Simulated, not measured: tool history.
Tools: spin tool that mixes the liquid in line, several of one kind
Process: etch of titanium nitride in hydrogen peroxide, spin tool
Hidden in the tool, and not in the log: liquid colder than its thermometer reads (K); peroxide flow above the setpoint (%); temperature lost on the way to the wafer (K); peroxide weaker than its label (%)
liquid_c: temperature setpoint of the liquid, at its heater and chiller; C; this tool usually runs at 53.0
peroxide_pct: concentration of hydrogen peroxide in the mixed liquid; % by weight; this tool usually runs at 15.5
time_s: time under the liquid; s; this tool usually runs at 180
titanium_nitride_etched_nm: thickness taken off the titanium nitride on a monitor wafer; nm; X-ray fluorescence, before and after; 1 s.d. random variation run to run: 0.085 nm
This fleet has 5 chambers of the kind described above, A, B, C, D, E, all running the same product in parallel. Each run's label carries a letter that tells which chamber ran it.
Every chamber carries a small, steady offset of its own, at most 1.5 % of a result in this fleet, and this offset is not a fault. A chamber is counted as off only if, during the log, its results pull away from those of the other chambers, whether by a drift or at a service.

run	hour	liquid_c	peroxide_pct	time_s	hours since the thermometer was replaced	hours since the peroxide flow meter was replaced	hours since the heated supply line was repaired	hours since the drum of peroxide was connected	read-back film thickness of the titanium nitride reference wafer, read on the same gauge (nm)	titanium_nitride_etched_nm
# hour 4.1: chamber A: peroxide flow meter replaced
1C	13.1	53.0	15.5	180	869.2	562.6	380.1	198.7	59.965	17.663
2E	22.2	53.0	15.5	180	302.9	416.6	1100.6	716.4	59.989	17.560
3A	35.8	53.0	15.5	180	2817.3	31.8	1242.7	321.0	60.003	17.316
4B	44.9	53.0	15.5	180	434.5	260.4	83.7	146.5	60.031	17.493
5D	51.2	53.0	15.5	180	375.9	1213.7	2758.9	594.5	59.969	17.273
6D	60.3	53.0	15.5	180	385.0	1222.8	2768.0	603.6	60.030	17.411
7C	69.5	53.0	18.5	180	925.6	619.0	436.5	255.1	59.999	18.280
8E	77.8	53.0	18.5	180	358.5	472.2	1156.2	772.0	59.967	18.128
9B	87.6	53.0	18.5	180	477.2	303.1	126.4	189.2	60.002	18.093
10A	100.8	53.0	18.5	180	2882.3	96.8	1307.7	386.0	60.042	18.207
11B	113.0	53.0	18.5	180	502.6	328.5	151.8	214.6	59.987	18.248
12D	123.5	53.0	13.5	180	448.2	1286.0	2831.2	666.8	59.984	16.765
# hour 127.7: chamber A: heated supply line repaired
# hour 129.2: chamber E: heated supply line repaired
13C	131.2	53.0	13.5	180	987.3	680.7	498.2	316.8	59.977	17.018
# hour 134.4: chamber C: new drum of peroxide connected
14E	143.8	53.0	13.5	180	424.5	538.2	14.6	838.0	59.985	16.898
15A	151.5	53.0	13.5	180	2933.0	147.5	23.8	436.7	59.969	16.911
16E	162.0	53.0	13.5	180	442.7	556.4	32.8	856.2	60.033	17.077
17A	168.7	53.0	15.5	180	2950.2	164.7	41.0	453.9	60.000	17.431
18C	177.9	53.0	15.5	180	1034.0	727.4	544.9	43.6	60.013	17.594
19D	190.6	53.0	15.5	180	515.3	1353.1	2898.3	733.9	59.957	17.149
20B	198.5	53.0	15.5	180	588.1	414.0	237.3	300.1	60.006	17.596
21A	209.5	53.0	15.5	180	2991.0	205.5	81.8	494.7	60.000	17.467
# hour 214.7: chamber D: new drum of peroxide connected
22D	221.1	53.0	15.5	180	545.8	1383.6	2928.8	6.5	59.987	17.089
23E	227.8	53.0	15.5	180	508.5	622.2	98.6	922.0	60.013	17.361
24B	235.6	53.0	15.5	180	625.2	451.1	274.4	337.2	60.005	17.592
25C	244.8	53.0	15.5	180	1100.9	794.3	611.8	110.5	59.985	17.660
26C	250.8	53.0	15.5	180	1106.9	800.3	617.8	116.5	59.982	17.745
# hour 258.8: chamber C: thermometer replaced
27B	261.1	46.5	17.0	180	650.7	476.6	299.9	362.7	59.986	11.123
# hour 265.0: chamber B: thermometer replaced
28A	269.5	46.5	17.0	180	3051.0	265.5	141.8	554.7	60.009	11.284
29D	278.5	46.5	17.0	180	603.2	1441.0	2986.2	63.9	60.038	10.806
# hour 279.1: chamber E: new drum of peroxide connected
30E	290.9	46.5	17.0	180	571.6	685.3	161.7	11.8	59.995	11.217
31D	298.0	46.5	17.0	180	622.7	1460.5	3005.7	83.4	60.039	10.742
# hour 302.1: chamber A: thermometer replaced
32E	305.9	53.0	15.5	180	586.6	700.3	176.7	26.8	59.995	17.575
33B	314.0	53.0	15.5	180	49.0	529.5	352.8	415.6	60.007	17.454
34A	327.4	53.0	15.5	180	25.3	323.4	199.7	612.6	59.952	17.560
35C	339.2	53.0	15.5	180	80.4	888.7	706.2	204.9	59.985	17.658
# hour 346.0: chamber A: new drum of peroxide connected
36C	349.1	53.0	15.5	180	90.3	898.6	716.1	214.8	60.035	17.514
37A	362.1	53.0	15.5	180	60.0	358.1	234.4	16.2	59.951	17.344

Is one chamber out of step, is the gauge drifting, or do the chambers differ by no more than their own small offsets? For an off chamber, give its letter and the likeliest cause.

It is chamber D that slowly wanders off from its peers.
What lies behind it: liquid colder than its thermometer reads (K) = 0.446.
From this log alone, it may not be told apart from: peroxide flow below the setpoint (%); temperature lost on the way to the wafer (K).

Below are 4 candidate recipes for chamber D's next run, each the usual settings with a change, their results shown as question marks. Which of them brings D's results back in line with what the other chambers give on the usual settings?
In line here means within this much of the mean the other chambers give on the usual settings: titanium_nitride_etched_nm 0.300 nm
38D-1	372.0	53.0	21.5	180						?
38D-2	372.0	53.0	12.5	180						?
38D-3	372.0	52.0	15.5	180						?
38D-4	372.0	53.0	18.5	180						?

What the other chambers average on the usual settings: titanium_nitride_etched_nm 17.535 nm
run	titanium_nitride_etched_nm
38D-1	17.965
38D-2	16.018
38D-3	15.592
38D-4	17.396
The right change is 38D-4: it brings the chamber back within the allowed miss of the others.
